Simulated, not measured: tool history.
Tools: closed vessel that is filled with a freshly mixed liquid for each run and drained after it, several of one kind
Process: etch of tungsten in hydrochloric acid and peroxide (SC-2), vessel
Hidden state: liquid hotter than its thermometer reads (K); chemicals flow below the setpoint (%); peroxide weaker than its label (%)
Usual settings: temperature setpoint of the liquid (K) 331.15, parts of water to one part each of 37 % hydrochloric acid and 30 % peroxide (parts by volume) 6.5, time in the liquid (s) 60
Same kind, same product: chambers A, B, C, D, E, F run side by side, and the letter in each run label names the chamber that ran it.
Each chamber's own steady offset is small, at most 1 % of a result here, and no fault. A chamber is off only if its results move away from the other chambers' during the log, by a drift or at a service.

run	hour	temperature setpoint of the liquid (K)	parts of water to one part each of 37 % hydrochloric acid and 30 % peroxide (parts by volume)	time in the liquid (s)	hours since the thermometer was replaced	hours since the chemicals flow meter was replaced	hours since the drum of peroxide was connected	read-back film thickness of the tungsten reference wafer, read on the same gauge (nm)	thickness taken off the tungsten on a monitor wafer (Å)
1C	14.3	331.15	6.5	60	1647.1	1768.3	386.1	60.008	248.19
2D	27.4	331.15	6.5	60	602.5	1018.1	29.3	59.996	250
3B	36.8	331.15	6.5	60	192.4	1062.9	360.2	60.003	252.61
4A	46.7	331.15	6.5	60	159.2	446.1	246.1	60.012	250.27
# hour 47.5: chamber E: new drum of peroxide connected
5E	60.1	331.15	6.5	60	2353.8	80.2	12.6	60.005	250.17
# hour 68.7: chamber C: chemicals flow meter replaced
6F	73.3	331.15	6.5	60	1312.8	245.5	723.4	60.014	245.91
7E	87	331.15	6.5	60	2380.7	107.1	39.5	60.001	247.67
8A	101.9	331.15	6.5	60	214.4	501.3	301.3	59.983	250.5
9D	114.3	331.15	6.5	60	689.4	1105	116.2	60.007	251.66
# hour 117.1: chamber F: new drum of peroxide connected
10B	128.4	331.15	6.5	60	284	1154.5	451.8	59.99	251.22
11F	141.5	331.15	6.5	60	1381	313.7	24.5	59.984	248.44
12C	150.4	331.15	6.5	60	1783.2	81.8	522.2	59.992	252.52
13B	161.8	331.15	8	60	317.4	1187.9	485.2	60.012	213.06
14C	170.6	331.15	8	60	1803.4	102	542.4	59.99	213.35
15F	185.1	331.15	8	60	1424.6	357.3	68.1	59.988	211.03
16E	197.1	331.15	8	60	2490.8	217.2	149.6	60.007	212.92
17D	205.2	331.15	8	60	780.3	1195.9	207.1	59.978	213.42
18A	216.7	331.15	8	60	329.2	616.1	416.1	60.011	215.17
19C	230.9	331.15	6.5	60	1863.7	162.3	602.7	60.001	249.74
20B	240	323.65	6.5	60	395.6	1266.1	563.4	59.988	157.05
# hour 245.1: chamber F: chemicals flow meter replaced
21A	248.3	323.65	6.5	60	360.8	647.7	447.7	59.996	152.3
22E	256.1	323.65	6.5	60	2549.8	276.2	208.6	59.994	155.58
23F	265.8	323.65	6.5	60	1505.3	20.8	148.8	59.992	154.16
24D	273.1	323.65	6.5	60	848.2	1263.8	275	60.009	151.96
25D	283.1	323.65	6.5	60	858.2	1273.8	285	59.994	153.73
26B	296.2	331.15	6.5	60	451.8	1322.3	619.6	59.984	253.34
27A	302.9	331.15	6.5	60	415.4	702.3	502.3	60.005	252.45
28F	311.8	331.15	6.5	60	1551.3	66.8	194.8	59.984	249.51
29E	319.3	331.15	6.5	60	2613	339.4	271.8	60.003	249.91
30C	327.1	331.15	6.5	60	1959.9	258.5	698.9	59.997	251.72
# hour 334.9: chamber C: thermometer replaced
31B	337	331.15	6.5	60	492.6	1363.1	660.4	60.014	252
32D	351.4	331.15	6.5	60	926.5	1342.1	353.3	59.988	249.82
# hour 355.7: chamber D: new drum of peroxide connected
33C	360.7	331.15	6.5	60	25.8	292.1	732.5	60.006	250.6
34E	367.2	331.15	8	40	2660.9	387.3	319.7	60.005	141.21
35A	380.8	331.15	8	40	493.3	780.2	580.2	60.001	141.7
36F	389.6	331.15	8	40	1629.1	144.6	272.6	59.992	142.42
37B	397.6	331.15	8	40	553.2	1423.7	721	59.985	142.01
38C	404.6	331.15	8	40	69.7	336	776.4	60.011	143.16
# hour 410.2: chamber F: thermometer replaced
39D	417.2	331.15	8	40	992.3	1407.9	61.5	60.018	142.17
40E	429.1	331.15	6.5	60	2722.8	449.2	381.6	59.995	249.51
41A	436.4	331.15	6.5	60	548.9	835.8	635.8	59.988	251.92
# hour 439.4: chamber E: thermometer replaced
42F	449.5	331.15	6.5	60	39.4	204.5	332.5	60.016	248.41
43E	462.9	331.15	6.5	60	23.5	483	415.4	60.012	250.05
44A	475.2	331.15	6.5	60	587.7	874.6	674.6	60.01	250.04

Each of the 6 chambers runs these same settings next. Fill in every chamber's results:
45A	485.9	331.15	6.5	60					?
45B	485.9	331.15	6.5	60					?
45C	485.9	331.15	6.5	60					?
45D	485.9	331.15	6.5	60					?
45E	485.9	331.15	6.5	60					?
45F	485.9	331.15	6.5	60					?

run	thickness taken off the tungsten on a monitor wafer (Å)
45A	251.17
45B	251.04
45C	249.38
45D	250.02
45E	250.76
45F	249.6
